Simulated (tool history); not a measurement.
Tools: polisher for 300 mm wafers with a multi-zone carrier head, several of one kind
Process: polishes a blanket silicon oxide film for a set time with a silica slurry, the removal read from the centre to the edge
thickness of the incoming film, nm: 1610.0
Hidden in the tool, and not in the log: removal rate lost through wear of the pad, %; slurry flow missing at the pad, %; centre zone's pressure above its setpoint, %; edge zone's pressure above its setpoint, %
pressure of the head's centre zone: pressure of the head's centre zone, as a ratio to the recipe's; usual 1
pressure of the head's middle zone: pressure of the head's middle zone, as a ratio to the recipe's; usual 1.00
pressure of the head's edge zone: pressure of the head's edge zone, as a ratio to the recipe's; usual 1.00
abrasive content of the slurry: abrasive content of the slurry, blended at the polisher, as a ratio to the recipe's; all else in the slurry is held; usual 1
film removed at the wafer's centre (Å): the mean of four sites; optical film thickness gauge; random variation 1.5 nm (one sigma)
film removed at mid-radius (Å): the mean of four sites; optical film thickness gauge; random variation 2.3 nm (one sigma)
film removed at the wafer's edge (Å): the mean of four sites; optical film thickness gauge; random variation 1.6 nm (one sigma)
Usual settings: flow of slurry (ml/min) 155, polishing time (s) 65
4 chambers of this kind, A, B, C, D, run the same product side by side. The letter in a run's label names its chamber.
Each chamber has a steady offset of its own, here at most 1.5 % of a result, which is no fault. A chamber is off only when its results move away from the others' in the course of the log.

| run | hour | flow of slurry (ml/min) | pressure of the head's centre zone | pressure of the head's middle zone | pressure of the head's edge zone | abrasive content of the slurry | polishing time (s) | wafers polished on this pad | hours since the slurry nozzle was cleaned | hours since the centre zone pressure was calibrated | hours since the edge zone pressure was calibrated | film removed at the wafer's centre (Å) | film removed at mid-radius (Å) | film removed at the wafer's edge (Å) |
|---|---|---|---|---|---|---|---|---|---|---|---|---|---|---|
| 1B | 6.2 | 155 | 1 | 1.00 | 1.00 | 1 | 65 | 870 | 321.8 | 259.0 | 971.7 | 1904.7 | 1944.5 | 1913.1 |
|  | 12.1 | chamber D: worn pad replaced by a new one |
| 2A | 12.3 | 155 | 1 | 1.00 | 1.00 | 1 | 65 | 314 | 436.5 | 780.7 | 1171.0 | 1974.4 | 1939.1 | 1952.1 |
| 3D | 19.1 | 155 | 1 | 1.00 | 1.00 | 1 | 65 | 97 | 133.5 | 193.6 | 172.1 | 1921.7 | 1905.2 | 1942.8 |
|  | 20.8 | chamber B: worn pad replaced by a new one |
| 4C | 27.9 | 155 | 1 | 1.00 | 1.00 | 1 | 65 | 399 | 490.2 | 627.7 | 1525.4 | 1915.5 | 1932.7 | 1934.4 |
| 5A | 32.8 | 155 | 1 | 1.00 | 1.00 | 1 | 65 | 597 | 457.0 | 801.2 | 1191.5 | 1939.0 | 1933.6 | 1956.9 |
| 6D | 37.9 | 155 | 1 | 1.00 | 1.00 | 1 | 65 | 357 | 152.3 | 212.4 | 190.9 | 1908.3 | 1941.4 | 1954.9 |
| 7B | 42.4 | 155 | 1 | 1.00 | 1.00 | 1 | 65 | 298 | 358.0 | 295.2 | 1007.9 | 1920.0 | 1984.7 | 1930.8 |
| 8C | 47.8 | 155 | 1 | 1.00 | 1.00 | 1 | 65 | 674 | 510.1 | 647.6 | 1545.3 | 1909.3 | 1962.3 | 1906.8 |
|  | 50.0 | chamber A: edge zone pressure recalibrated |
|  | 55.4 | chamber D: worn pad replaced by a new one |
| 9D | 55.8 | 155 | 1 | 1.00 | 1.00 | 1 | 65 | 5 | 170.2 | 230.3 | 208.8 | 1910.3 | 1914.5 | 1922.5 |
| 10B | 63.6 | 155 | 1 | 1.00 | 1.00 | 1 | 65 | 591 | 379.2 | 316.4 | 1029.1 | 1928.2 | 1936.2 | 1943.8 |
|  | 66.4 | chamber C: edge zone pressure recalibrated |
| 11C | 71.2 | 175 | 1 | 1.07 | 1.00 | 1 | 65 | 997 | 533.5 | 671.0 | 4.9 | 1994.3 | 2118.8 | 1963.5 |
|  | 73.2 | chamber C: worn pad replaced by a new one |
| 12A | 78.8 | 175 | 1 | 1.07 | 1.00 | 1 | 65 | 1232 | 503.0 | 847.2 | 28.8 | 1955.5 | 2070.4 | 1925.6 |
| 13D | 87.8 | 175 | 1 | 1.07 | 1.00 | 1 | 65 | 447 | 202.2 | 262.3 | 240.8 | 1921.3 | 2061.8 | 1975.4 |
|  | 93.7 | chamber B: worn pad replaced by a new one |
| 14A | 96.5 | 175 | 1 | 1.07 | 1.00 | 1 | 65 | 1477 | 520.7 | 864.9 | 46.5 | 1925.2 | 2092.4 | 1914.6 |
|  | 98.6 | chamber D: worn pad replaced by a new one |
| 15B | 101.0 | 155 | 1 | 1.00 | 1.00 | 1 | 65 | 100 | 416.6 | 353.8 | 1066.5 | 1932.3 | 1953.1 | 1920.2 |
| 16C | 106.6 | 155 | 1 | 1.00 | 1.00 | 1 | 65 | 461 | 568.9 | 706.4 | 40.3 | 1950.6 | 1922.1 | 1959.2 |
|  | 107.6 | chamber B: centre zone pressure recalibrated |
| 17B | 114.0 | 155 | 1 | 1.00 | 1.00 | 1 | 65 | 280 | 429.6 | 6.5 | 1079.5 | 1923.0 | 1973.3 | 1958.4 |
| 18A | 120.7 | 155 | 1 | 1.00 | 1.00 | 1 | 65 | 1811 | 544.9 | 889.1 | 70.7 | 1885.7 | 1854.8 | 1840.2 |
| 19C | 129.3 | 155 | 1 | 1.00 | 1.00 | 1 | 65 | 774 | 591.6 | 729.1 | 63.0 | 1910.6 | 1972.9 | 1893.1 |
| 20D | 134.4 | 155 | 1 | 1.00 | 1.00 | 1 | 65 | 494 | 248.8 | 308.9 | 287.4 | 1878.8 | 1889.3 | 1936.4 |
|  | 139.4 | chamber D: edge zone pressure recalibrated |
| 21A | 140.4 | 155 | 1 | 1.00 | 1.00 | 1 | 65 | 2083 | 564.6 | 908.8 | 90.4 | 1856.1 | 1827.9 | 1853.4 |
|  | 141.7 | chamber D: worn pad replaced by a new one |
| 22D | 148.6 | 155 | 1 | 1.00 | 1.00 | 1 | 65 | 95 | 263.0 | 323.1 | 9.2 | 1917.0 | 1953.2 | 1942.8 |
|  | 157.8 | chamber C: worn pad replaced by a new one |
| 23C | 157.9 | 155 | 1 | 1.00 | 1.00 | 1 | 65 | 2 | 620.2 | 757.7 | 91.6 | 1949.2 | 1920.1 | 1941.5 |
|  | 159.1 | chamber B: worn pad replaced by a new one |
| 24B | 162.6 | 155 | 1 | 1.00 | 1.00 | 1 | 65 | 48 | 478.2 | 55.1 | 1128.1 | 1924.6 | 1994.5 | 1922.5 |
| 25B | 169.4 | 155 | 1 | 1.00 | 1.00 | 1 | 65 | 142 | 485.0 | 61.9 | 1134.9 | 1915.1 | 1921.2 | 1926.3 |
| 26C | 177.8 | 155 | 1 | 1.00 | 1.00 | 1 | 65 | 276 | 640.1 | 777.6 | 111.5 | 1920.5 | 1929.7 | 1921.1 |
|  | 180.3 | chamber D: worn pad replaced by a new one |
| 27A | 185.7 | 155 | 1 | 1.00 | 1.00 | 1 | 65 | 2708 | 609.9 | 954.1 | 135.7 | 1788.2 | 1803.6 | 1785.0 |
| 28D | 195.2 | 155 | 1 | 1.00 | 1.00 | 1 | 65 | 205 | 309.6 | 369.7 | 55.8 | 1920.1 | 1909.2 | 1954.5 |
| 29A | 202.6 | 155 | 1 | 1.10 | 0.94 | 1 | 65 | 2941 | 626.8 | 971.0 | 152.6 | 1769.4 | 1893.2 | 1710.2 |
| 30B | 210.5 | 155 | 1 | 1.10 | 0.94 | 1 | 65 | 709 | 526.1 | 103.0 | 1176.0 | 1938.6 | 2138.5 | 1875.3 |
| 31C | 218.4 | 155 | 1 | 1.10 | 0.94 | 1 | 65 | 837 | 680.7 | 818.2 | 152.1 | 1933.1 | 2117.9 | 1891.5 |
|  | 222.0 | chamber D: worn pad replaced by a new one |
| 32D | 225.1 | 155 | 1 | 1.10 | 0.94 | 1 | 65 | 43 | 339.5 | 399.6 | 85.7 | 1912.6 | 2152.2 | 1901.1 |

Is one chamber off against the others, does the gauge drift, or is nothing wrong? If a chamber is off, say which, and what the likeliest cause is.

Chamber A drifts away from the others.
Cause: removal rate lost through wear of the pad, % = 10.3.
The log may not tell that from: slurry flow missing at the pad, %.

Here are 4 candidates for chamber A's next run, each the usual settings with a change, their results left as question marks. Which one brings its results back in line with what the others give on the usual settings?
In line means no further than this from the other chambers' mean on the usual settings: film removed at the wafer's centre (Å) 51.0; film removed at mid-radius (Å) 79.0; film removed at the wafer's edge (Å) 56.0
| 33A-1 | 231.9 | 155 | 1.03 | 0.99 | 0.98 | 0.95 | 53 |  |  |  |  | ? | ? | ? |
| 33A-2 | 231.9 | 155 | 1.01 | 0.99 | 1.00 | 0.95 | 60 |  |  |  |  | ? | ? | ? |
| 33A-3 | 231.9 | 160 | 0.98 | 1.01 | 1.02 | 1.05 | 79 |  |  |  |  | ? | ? | ? |
| 33A-4 | 231.9 | 155 | 0.99 | 1.00 | 1.01 | 1.05 | 71 |  |  |  |  | ? | ? | ? |

The other chambers' mean on the usual settings: film removed at the wafer's centre (Å) 1924.3; film removed at mid-radius (Å) 1941.9; film removed at the wafer's edge (Å) 1937.9
| run | film removed at the wafer's centre (Å) | film removed at mid-radius (Å) | film removed at the wafer's edge (Å) |
|---|---|---|---|
| 33A-1 | 1442.1 | 1373.1 | 1372.3 |
| 33A-2 | 1598.4 | 1554.6 | 1570.2 |
| 33A-3 | 2147.4 | 2195.9 | 2196.5 |
| 33A-4 | 1938.3 | 1944.2 | 1955.6 |
33A-4 brings the chamber back in line.
